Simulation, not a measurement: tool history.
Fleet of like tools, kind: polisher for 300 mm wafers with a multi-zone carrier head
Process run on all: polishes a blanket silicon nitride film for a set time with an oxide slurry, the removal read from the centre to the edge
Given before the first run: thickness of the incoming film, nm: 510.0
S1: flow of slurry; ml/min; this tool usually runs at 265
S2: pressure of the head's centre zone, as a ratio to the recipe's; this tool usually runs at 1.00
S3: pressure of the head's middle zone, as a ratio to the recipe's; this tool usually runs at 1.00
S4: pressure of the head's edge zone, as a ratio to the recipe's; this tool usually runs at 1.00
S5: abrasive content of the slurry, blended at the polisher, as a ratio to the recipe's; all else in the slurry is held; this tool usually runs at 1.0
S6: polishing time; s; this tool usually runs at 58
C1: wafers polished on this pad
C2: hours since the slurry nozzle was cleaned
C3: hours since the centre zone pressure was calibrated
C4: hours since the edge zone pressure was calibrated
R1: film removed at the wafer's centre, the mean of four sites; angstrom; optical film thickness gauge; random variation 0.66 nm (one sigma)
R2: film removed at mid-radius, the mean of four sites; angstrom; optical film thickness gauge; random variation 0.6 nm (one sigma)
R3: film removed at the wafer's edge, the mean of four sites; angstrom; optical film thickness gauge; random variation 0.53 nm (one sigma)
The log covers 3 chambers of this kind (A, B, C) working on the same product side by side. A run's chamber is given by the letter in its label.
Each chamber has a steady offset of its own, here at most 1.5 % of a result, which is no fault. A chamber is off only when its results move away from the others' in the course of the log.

run 1C hour=9.5 | S1=265 S2=1.00 S3=1.00 S4=1.00 S5=1.0 S6=58 | C1=625 C2=467.6 C3=126.8 C4=490.1 | R1=661.35 R2=654.62 R3=653.10
run 2A hour=19.4 | S1=265 S2=1.00 S3=1.00 S4=1.00 S5=1.0 S6=58 | C1=580 C2=578.7 C3=397.1 C4=706.9 | R1=662.32 R2=660.33 R3=661.57
-- hour=25.5 chamber B: worn pad replaced by a new one
run 3B hour=26.3 | S1=265 S2=1.00 S3=1.00 S4=1.00 S5=1.0 S6=58 | C1=11 C2=31.6 C3=178.8 C4=328.1 | R1=661.36 R2=669.79 R3=667.32
run 4C hour=32.0 | S1=265 S2=1.00 S3=1.00 S4=1.00 S5=1.0 S6=58 | C1=930 C2=490.1 C3=149.3 C4=512.6 | R1=662.07 R2=650.68 R3=660.90
run 5A hour=38.8 | S1=265 S2=1.00 S3=1.00 S4=1.00 S5=1.0 S6=58 | C1=843 C2=598.1 C3=416.5 C4=726.3 | R1=652.98 R2=657.68 R3=663.59
run 6B hour=44.7 | S1=265 S2=1.00 S3=1.00 S4=1.00 S5=1.0 S6=58 | C1=261 C2=50.0 C3=197.2 C4=346.5 | R1=655.57 R2=666.52 R3=666.20
-- hour=52.4 chamber A: worn pad replaced by a new one
run 7B hour=52.5 | S1=265 S2=1.00 S3=1.04 S4=1.00 S5=1.0 S6=45 | C1=367 C2=57.8 C3=205.0 C4=354.3 | R1=518.54 R2=533.86 R3=516.13
run 8C hour=61.5 | S1=265 S2=1.00 S3=1.04 S4=1.00 S5=1.0 S6=45 | C1=1330 C2=519.6 C3=178.8 C4=542.1 | R1=505.93 R2=532.94 R3=510.19
run 9A hour=67.4 | S1=265 S2=1.00 S3=1.04 S4=1.00 S5=1.0 S6=45 | C1=203 C2=626.7 C3=445.1 C4=754.9 | R1=508.88 R2=532.69 R3=506.66
run 10C hour=73.3 | S1=265 S2=1.00 S3=1.00 S4=1.00 S5=1.0 S6=58 | C1=1490 C2=531.4 C3=190.6 C4=553.9 | R1=657.81 R2=643.90 R3=644.64
run 11B hour=78.0 | S1=265 S2=1.00 S3=1.00 S4=1.00 S5=1.0 S6=58 | C1=712 C2=83.3 C3=230.5 C4=379.8 | R1=658.12 R2=667.49 R3=666.44
-- hour=82.4 chamber A: slurry nozzle cleaned
-- hour=84.4 chamber B: worn pad replaced by a new one
run 12A hour=85.6 | S1=265 S2=1.00 S3=1.00 S4=1.00 S5=1.0 S6=58 | C1=450 C2=3.2 C3=463.3 C4=773.1 | R1=654.86 R2=656.54 R3=659.65
run 13C hour=92.6 | S1=265 S2=1.00 S3=1.00 S4=1.00 S5=1.0 S6=58 | C1=1752 C2=550.7 C3=209.9 C4=573.2 | R1=659.85 R2=644.06 R3=639.50
run 14A hour=102.2 | S1=265 S2=1.00 S3=1.00 S4=1.00 S5=1.0 S6=58 | C1=675 C2=19.8 C3=479.9 C4=789.7 | R1=655.67 R2=649.62 R3=658.01
run 15B hour=110.2 | S1=265 S2=1.00 S3=1.00 S4=1.00 S5=1.0 S6=58 | C1=350 C2=115.5 C3=262.7 C4=412.0 | R1=657.25 R2=665.62 R3=662.27
run 16A hour=116.7 | S1=265 S2=1.00 S3=1.00 S4=1.00 S5=1.0 S6=42 | C1=872 C2=34.3 C3=494.4 C4=804.2 | R1=474.54 R2=474.60 R3=481.36
run 17C hour=125.8 | S1=265 S2=1.00 S3=1.00 S4=1.00 S5=1.0 S6=42 | C1=2202 C2=583.9 C3=243.1 C4=606.4 | R1=475.45 R2=463.40 R3=455.78
run 18B hour=131.7 | S1=265 S2=1.00 S3=1.00 S4=1.00 S5=1.0 S6=42 | C1=641 C2=137.0 C3=284.2 C4=433.5 | R1=468.76 R2=479.37 R3=482.75
run 19B hour=141.1 | S1=265 S2=1.00 S3=1.00 S4=1.00 S5=1.0 S6=58 | C1=769 C2=146.4 C3=293.6 C4=442.9 | R1=657.45 R2=657.88 R3=663.75
-- hour=142.4 chamber B: worn pad replaced by a new one
-- hour=146.1 chamber A: worn pad replaced by a new one
run 20A hour=149.2 | S1=265 S2=1.00 S3=1.00 S4=1.00 S5=1.0 S6=58 | C1=42 C2=66.8 C3=526.9 C4=836.7 | R1=653.39 R2=655.87 R3=656.91
run 21C hour=158.4 | S1=265 S2=1.00 S3=1.00 S4=1.00 S5=1.0 S6=58 | C1=2644 C2=616.5 C3=275.7 C4=639.0 | R1=624.92 R2=628.86 R3=628.95
run 22C hour=165.4 | S1=265 S2=1.00 S3=1.00 S4=1.00 S5=1.0 S6=47 | C1=2739 C2=623.5 C3=282.7 C4=646.0 | R1=502.15 R2=508.55 R3=508.33
run 23A hour=170.5 | S1=265 S2=1.00 S3=1.00 S4=1.00 S5=1.0 S6=47 | C1=331 C2=88.1 C3=548.2 C4=858.0 | R1=531.58 R2=543.22 R3=528.76
-- hour=175.5 chamber C: edge zone pressure recalibrated
run 24B hour=177.9 | S1=265 S2=1.00 S3=1.00 S4=1.00 S5=1.0 S6=47 | C1=482 C2=183.2 C3=330.4 C4=479.7 | R1=529.62 R2=530.10 R3=543.92
run 25B hour=184.9 | S1=265 S2=1.00 S3=1.00 S4=1.00 S5=1.0 S6=58 | C1=577 C2=190.2 C3=337.4 C4=486.7 | R1=656.99 R2=664.16 R3=658.25
run 26C hour=192.2 | S1=265 S2=1.00 S3=1.00 S4=1.00 S5=1.0 S6=58 | C1=3102 C2=650.3 C3=309.5 C4=16.7 | R1=629.73 R2=625.84 R3=616.81
-- hour=194.8 chamber B: worn pad replaced by a new one
run 27A hour=200.4 | S1=265 S2=1.00 S3=1.00 S4=1.00 S5=1.0 S6=58 | C1=736 C2=118.0 C3=578.1 C4=887.9 | R1=645.97 R2=666.41 R3=658.62
run 28B hour=208.6 | S1=265 S2=1.07 S3=1.00 S4=0.95 S5=1.0 S6=58 | C1=187 C2=213.9 C3=361.1 C4=510.4 | R1=726.39 R2=667.08 R3=642.17
run 29A hour=216.9 | S1=265 S2=1.07 S3=1.00 S4=0.95 S5=1.0 S6=58 | C1=960 C2=134.5 C3=594.6 C4=904.4 | R1=706.18 R2=649.20 R3=639.26
-- hour=218.6 chamber A: worn pad replaced by a new one
run 30C hour=223.0 | S1=265 S2=1.07 S3=1.00 S4=0.95 S5=1.0 S6=58 | C1=3520 C2=681.1 C3=340.3 C4=47.5 | R1=669.44 R2=602.46 R3=586.43
run 31C hour=227.8 | S1=265 S2=1.00 S3=1.00 S4=1.00 S5=0.9 S6=58 | C1=3585 C2=685.9 C3=345.1 C4=52.3 | R1=588.06 R2=581.03 R3=589.08
run 32A hour=233.9 | S1=265 S2=1.00 S3=1.00 S4=1.00 S5=0.9 S6=58 | C1=207 C2=151.5 C3=611.6 C4=921.4 | R1=611.88 R2=632.44 R3=619.02
-- hour=239.1 chamber A: centre zone pressure recalibrated
-- hour=240.5 chamber B: worn pad replaced by a new one
run 33B hour=242.2 | S1=265 S2=1.00 S3=1.00 S4=1.00 S5=0.9 S6=58 | C1=23 C2=247.5 C3=394.7 C4=544.0 | R1=628.68 R2=624.16 R3=626.51
run 34A hour=248.3 | S1=265 S2=1.00 S3=1.00 S4=1.00 S5=1.0 S6=58 | C1=402 C2=165.9 C3=9.3 C4=935.8 | R1=650.12 R2=653.20 R3=656.76
run 35C hour=256.2 | S1=265 S2=1.00 S3=1.00 S4=1.00 S5=1.0 S6=58 | C1=3970 C2=714.3 C3=373.5 C4=80.7 | R1=604.70 R2=598.14 R3=596.97
run 36B hour=264.2 | S1=265 S2=1.00 S3=1.00 S4=1.00 S5=1.0 S6=58 | C1=321 C2=269.5 C3=416.7 C4=566.0 | R1=663.76 R2=658.05 R3=651.33

Is one chamber out of step, is the gauge drifting, or do the chambers differ by no more than their own small offsets? For an off chamber, give its letter and the likeliest cause.

Chamber C drifts away from the others.
Cause: removal rate lost through wear of the pad, % = 8.93.

Here are 4 candidates for chamber C's next run, each the usual settings with a change, their results left as question marks. Which one brings its results back in line with what the others give on the usual settings?
To be in line, a result may differ from the other chambers' mean on the usual settings by at most: R1 23.00 angstrom; R2 21.00 angstrom; R3 19.00 angstrom
run 37C-1 hour=271.3 | S1=265 S2=1.01 S3=1.00 S4=0.99 S5=0.95 S6=54 | R1=? R2=? R3=?
run 37C-2 hour=271.3 | S1=265 S2=0.99 S3=1.01 S4=1.01 S5=1.05 S6=63 | R1=? R2=? R3=?
run 37C-3 hour=271.3 | S1=265 S2=1.03 S3=0.99 S4=0.98 S5=0.95 S6=49 | R1=? R2=? R3=?
run 37C-4 hour=271.3 | S1=270 S2=0.98 S3=1.01 S4=1.02 S5=1.05 S6=69 | R1=? R2=? R3=?

The other chambers' mean on the usual settings: R1 654.22 angstrom; R2 660.47 angstrom; R3 659.93 angstrom
run=37C-1 R1=554.86 R2=542.20 R3=538.27
run=37C-2 R1=662.66 R2=667.99 R3=663.91
run=37C-3 R1=514.44 R2=487.50 R3=485.95
run=37C-4 R1=719.27 R2=733.11 R3=732.01
37C-2 brings the chamber back in line.

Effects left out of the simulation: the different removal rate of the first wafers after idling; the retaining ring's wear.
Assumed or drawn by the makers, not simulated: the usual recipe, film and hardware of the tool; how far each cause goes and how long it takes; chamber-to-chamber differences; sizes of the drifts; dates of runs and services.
